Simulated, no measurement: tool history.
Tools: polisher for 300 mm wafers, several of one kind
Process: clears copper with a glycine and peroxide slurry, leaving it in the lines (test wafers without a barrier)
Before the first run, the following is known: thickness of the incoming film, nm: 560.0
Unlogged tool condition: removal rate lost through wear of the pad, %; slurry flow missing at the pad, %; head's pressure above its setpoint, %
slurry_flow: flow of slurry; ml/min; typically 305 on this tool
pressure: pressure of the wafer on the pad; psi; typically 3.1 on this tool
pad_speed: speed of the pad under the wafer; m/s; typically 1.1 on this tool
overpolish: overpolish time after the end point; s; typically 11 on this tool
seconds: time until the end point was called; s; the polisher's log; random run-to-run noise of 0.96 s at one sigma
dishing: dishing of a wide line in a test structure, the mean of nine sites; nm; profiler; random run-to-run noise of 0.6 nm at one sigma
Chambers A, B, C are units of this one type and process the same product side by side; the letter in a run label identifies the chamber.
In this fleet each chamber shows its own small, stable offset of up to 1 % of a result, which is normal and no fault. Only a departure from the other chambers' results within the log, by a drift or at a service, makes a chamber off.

run,day,slurry_flow,pressure,pad_speed,overpolish,wafers polished on this pad,hours since the slurry nozzle was cleaned,hours since the head pressure was calibrated,seconds,dishing
# day 0.379: chamber A: worn pad replaced by a new one
1A,0.392,305,3.1,1.1,11,3,859,262,84.334,45.347
# day 0.454: chamber A: slurry nozzle cleaned
2C,0.879,305,3.1,1.1,11,422,198.7,215.6,85.056,46.429
3B,1.175,305,3.1,1.1,11,1229,253.7,347.5,86.253,45.371
# day 1.333: chamber B: worn pad replaced by a new one
4C,1.625,305,3.1,1.1,11,616,216.6,233.5,86.789,45.611
5A,2.054,305,3.1,1.1,11,435,38.5,301.9,83.905,44.355
6B,2.375,305,3.1,1.1,11,271,282.5,376.3,83.397,45.513
7B,2.825,305,3.1,1.1,11,388,293.3,387.1,85.865,45.679
# day 3.092: chamber B: slurry nozzle cleaned
8A,3.433,305,3.1,1.1,11,793,71.6,335,84.262,45.467
# day 3.571: chamber C: worn pad replaced by a new one
9C,3.738,305,3.1,1.1,11,43,267.3,284.2,84.828,45.33
10A,4.192,405,3.1,1.34,11,990,89.8,353.2,71.91,52.782
# day 4.242: chamber A: worn pad replaced by a new one
11C,4.742,405,3.1,1.34,11,304,291.4,308.3,69.928,52.491
12B,5.146,405,3.1,1.34,11,991,49.4,442.8,69.405,52.588
# day 5.612: chamber B: worn pad replaced by a new one
13A,5.733,305,3.1,1.1,11,387,126.8,390.2,86.041,44.996
14C,6.271,305,3.1,0.96,11,701,328.1,345,97.482,41.259
15B,6.604,305,3.1,0.96,11,258,84.4,477.8,95.283,42.384
16C,7.142,305,3.1,0.96,11,928,349,365.9,95.403,41.986
17A,7.717,305,3.1,1.1,11,902,174.4,437.8,85.985,45.171
18B,8,305,3.1,1.1,11,620,117.9,511.3,84.059,46.618
# day 8.079: chamber A: worn pad replaced by a new one
# day 8.258: chamber C: worn pad replaced by a new one
19B,8.383,305,3.1,1.1,11,720,127.1,520.5,85.005,45.526
20A,8.896,305,3.1,1.1,11,212,202.7,466.1,84.633,45.198
# day 9.292: chamber B: worn pad replaced by a new one
21C,9.3,305,3.1,1.1,11,270,400.8,417.7,86.03,44.241
22C,9.746,305,3.1,1.1,11,386,411.5,428.4,85.051,45.713
23A,10.362,305,3.1,1.1,11,593,237.9,501.3,84.478,47.084
24B,10.646,305,3.1,1.1,11,352,181.4,574.8,81.709,46.3
25C,10.975,305,3.1,1.1,11,706,441,457.9,83.699,44.778
# day 11.258: chamber A: worn pad replaced by a new one
26A,11.458,400,3.1,1.1,11,52,264.2,527.6,84.556,45.938
27B,11.792,400,3.1,1.1,11,649,208.9,602.3,81.176,47.982
# day 11.962: chamber C: worn pad replaced by a new one
28B,12.354,400,3.1,1.1,11,795,222.4,615.8,79.27,47.297
29C,12.85,305,3.1,1.1,11,231,486,502.9,83.133,44.884
# day 13.083: chamber B: worn pad replaced by a new one
30A,13.375,305,3.1,1.1,11,550,310.2,573.6,86.331,44.949
31B,13.762,305,3.1,1.1,11,176,256.2,649.6,80.961,45.627
32C,14.379,305,3.1,1.1,11,628,522.7,539.6,84.772,45.737
# day 14.488: chamber A: worn pad replaced by a new one
33A,14.938,305,2.5,0.78,11,117,347.7,611.1,135.32,31.667
34C,15.379,305,2.5,0.78,11,888,546.7,563.6,132.7,31.942
35B,16.004,305,2.5,0.78,11,758,310,703.4,127.82,33.229
# day 16.417: chamber C: head pressure recalibrated
36A,16.588,305,3.1,1.1,11,545,387.3,650.7,85.087,45.199
# day 16.721: chamber C: worn pad replaced by a new one
37C,17.1,305,3.1,1.1,11,98,588,16.4,85.823,45.408

All chambers now run identical settings, listed one chamber a line with results as question marks. What results will each chamber show?
38A,17.562,305,3.1,1.1,7,,,,?,?
38B,17.562,305,3.1,1.1,7,,,,?,?
38C,17.562,305,3.1,1.1,7,,,,?,?

run,seconds,dishing
38A,85.724,31.259
38B,78.613,32.653
38C,83.353,31.811
